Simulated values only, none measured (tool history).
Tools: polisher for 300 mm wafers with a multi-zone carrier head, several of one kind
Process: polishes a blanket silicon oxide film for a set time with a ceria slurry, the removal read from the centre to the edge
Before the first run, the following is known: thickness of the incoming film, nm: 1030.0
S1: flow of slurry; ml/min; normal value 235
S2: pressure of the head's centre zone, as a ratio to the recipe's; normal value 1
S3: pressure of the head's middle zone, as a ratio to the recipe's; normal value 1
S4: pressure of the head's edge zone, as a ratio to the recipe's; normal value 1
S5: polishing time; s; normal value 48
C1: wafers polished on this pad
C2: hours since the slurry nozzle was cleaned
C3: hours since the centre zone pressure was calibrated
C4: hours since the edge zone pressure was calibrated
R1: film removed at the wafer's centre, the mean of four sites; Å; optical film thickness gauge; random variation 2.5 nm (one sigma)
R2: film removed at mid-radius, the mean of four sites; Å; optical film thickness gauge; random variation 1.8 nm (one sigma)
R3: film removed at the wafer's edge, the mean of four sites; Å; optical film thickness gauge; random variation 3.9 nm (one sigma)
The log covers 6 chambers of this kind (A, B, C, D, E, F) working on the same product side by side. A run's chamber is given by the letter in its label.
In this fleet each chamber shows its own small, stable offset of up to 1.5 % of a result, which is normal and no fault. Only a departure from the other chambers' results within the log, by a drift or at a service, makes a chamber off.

run,day,S1,S2,S3,S4,S5,C1,C2,C3,C4,R1,R2,R3
1D,0.271,235,1,1,1,48,95,355.3,435.5,583.6,2723.8,2713.7,2727.3
# day 0.425: chamber A: worn pad replaced by a new one
2F,0.558,235,1,1,1,48,1062,231,43.3,205.9,2708.5,2724.9,2731.5
# day 1.046: chamber F: worn pad replaced by a new one
3A,1.104,235,1,1,1,48,189,39.5,514.8,28.3,2703.4,2696.6,2732.2
4E,1.371,235,1,1,1,48,990,83.3,921,74.2,2716.5,2728,2619.5
# day 1.583: chamber C: worn pad replaced by a new one
5C,1.654,275,1,1,1.05,48,20,235.2,487.5,596.9,2766.8,2728.3,2746
6B,2.175,275,1,1,1.05,48,798,143.6,59.1,394.8,2782.9,2797.6,2851
7E,2.562,275,1,1,1.05,48,1322,111.9,949.6,102.8,2779.3,2712.5,2772.4
# day 2.675: chamber B: worn pad replaced by a new one
8A,3.029,275,1,1,1.05,48,724,85.7,561,74.5,2784.3,2746.9,2725.2
# day 3.271: chamber E: worn pad replaced by a new one
# day 3.3: chamber C: centre zone pressure recalibrated
# day 3.546: chamber A: worn pad replaced by a new one
9F,3.604,275,1,1,1.05,48,711,304.1,116.4,279,2738.9,2772.3,2847.8
10C,4.071,275,1,1,1.05,48,692,293.2,18.6,654.9,2741.1,2704.1,2815.2
# day 4.267: chamber D: slurry nozzle cleaned
11D,4.358,235,1,1,1,48,1232,2.3,533.6,681.7,2751.5,2725.2,2765.2
# day 4.538: chamber C: worn pad replaced by a new one
# day 4.6: chamber F: worn pad replaced by a new one
12B,4.738,235,1,1,1.05,48,574,205.1,120.6,456.3,2736.2,2718.6,2767
# day 5.004: chamber F: slurry nozzle cleaned
13F,5.079,235,1,1,1.05,48,134,1.8,151.8,314.4,2710.9,2732.9,2886.3
14C,5.488,235,1,1,1.05,48,264,327.2,52.6,688.9,2685.3,2689.1,2823.9
# day 5.575: chamber D: worn pad replaced by a new one
15B,5.896,235,1,1,1.05,48,896,232.9,148.4,484.1,2703.2,2700.1,2776.3
16E,6.162,235,1,1,1.05,48,804,198.3,1036,189.2,2659.7,2691.7,2804.4
# day 6.242: chamber B: worn pad replaced by a new one
# day 6.675: chamber A: worn pad replaced by a new one
17A,6.742,235,1,1,1.05,48,18,174.8,650.1,163.6,2743.7,2756.4,2802.2
# day 7.008: chamber D: centre zone pressure recalibrated
# day 7.142: chamber E: centre zone pressure recalibrated
18D,7.167,235,1,1,1,48,443,69.7,3.8,749.1,2472.7,2761.3,2784.6
# day 7.671: chamber C: worn pad replaced by a new one
# day 7.675: chamber E: worn pad replaced by a new one
19B,7.75,235,1,1,1,48,419,277.4,192.9,528.6,2656.4,2744.6,2739.4
20D,8.038,235,1,1,1,48,685,90.6,24.7,770,2457,2752.8,2722.6
21A,8.579,235,1,1,1,48,529,218.9,694.2,207.7,2723.7,2747.9,2700.1
# day 8.908: chamber E: slurry nozzle cleaned
22C,9.05,235,1,1,1,48,384,412.7,138.1,774.4,2679.2,2695.3,2714
# day 9.062: chamber F: worn pad replaced by a new one
23E,9.346,235,1,1,1,48,465,10.6,52.9,265.6,2677.8,2726.5,2774.7
# day 9.538: chamber B: slurry nozzle cleaned
24F,9.696,235,1,1,1,40,176,112.6,262.6,425.2,2242.6,2264.5,2257
# day 9.738: chamber A: worn pad replaced by a new one
# day 10.004: chamber B: worn pad replaced by a new one
25C,10.267,235,1,1,1,40,722,441.9,167.3,803.6,2241.7,2208.3,2288.4
26D,10.525,235,1,1,1,40,1377,150.3,84.4,829.7,2030,2298.1,2260.2
# day 10.7: chamber D: worn pad replaced by a new one
# day 10.742: chamber C: worn pad replaced by a new one
27F,11.121,235,1,1,1,40,572,146.8,296.8,459.4,2244.4,2281,2285.9
# day 11.204: chamber F: centre zone pressure recalibrated
28B,11.521,235,1,1,1,40,422,47.6,283.4,619.1,2277.3,2298.4,2261.8
29A,11.838,235,1,1,1,40,584,297.1,772.4,285.9,2269.5,2275.1,2226.6
30E,12.388,235,1,1,1,48,1311,83.6,125.9,338.6,2726.2,2711.6,2668.1
# day 12.404: chamber E: worn pad replaced by a new one
31A,12.779,235,1,1,1,48,846,319.7,795,308.5,2723.3,2731.8,2658.3
32B,13.079,235,0.95,0.94,1,48,855,85,320.8,656.5,2567.5,2571.3,2698.6
# day 13.146: chamber F: worn pad replaced by a new one
# day 13.242: chamber B: worn pad replaced by a new one
# day 13.308: chamber A: worn pad replaced by a new one
33C,13.404,235,0.95,0.94,1,48,740,517.2,242.6,878.9,2550.5,2526.7,2751.2
34E,13.725,235,0.95,0.94,1,48,367,115.7,158,370.7,2582.3,2568.4,2673.9
# day 13.825: chamber A: centre zone pressure recalibrated
35F,14.158,235,0.95,0.94,1,48,281,219.7,71,532.3,2503.1,2585.8,2692.1
36D,14.712,235,0.95,0.94,1,48,1116,250.8,184.9,930.2,2306.9,2577.9,2762
37A,15.017,235,0.95,0.94,1,48,475,373.4,28.7,362.2,2520.7,2571.9,2695
38F,15.496,235,1,1,1,48,653,251.8,103.1,564.4,2669.1,2714.3,2715.9
39D,15.879,235,1,1,1,48,1440,278.8,212.9,958.2,2452.5,2746.6,2736
40E,16.296,235,1,1,1,48,1082,177.4,219.7,432.4,2661.3,2717.6,2701.2
41B,16.892,235,1.11,1,1,48,1015,176.5,412.3,748,3072.8,2732.2,2697.4

Each of the 6 chambers runs these same settings next. Fill in every chamber's results:
42A,17.321,235,1.11,1,1,48,,,,,?,?,?
42B,17.321,235,1.11,1,1,48,,,,,?,?,?
42C,17.321,235,1.11,1,1,48,,,,,?,?,?
42D,17.321,235,1.11,1,1,48,,,,,?,?,?
42E,17.321,235,1.11,1,1,48,,,,,?,?,?
42F,17.321,235,1.11,1,1,48,,,,,?,?,?

run,R1,R2,R3
42A,3016.6,2715.2,2734.7
42B,3026.6,2734.7,2689.4
42C,3037.3,2689.3,2761.3
42D,2780.7,2765.6,2695.5
42E,3034.7,2649.6,2756.8
42F,3000.7,2753.6,2771.5
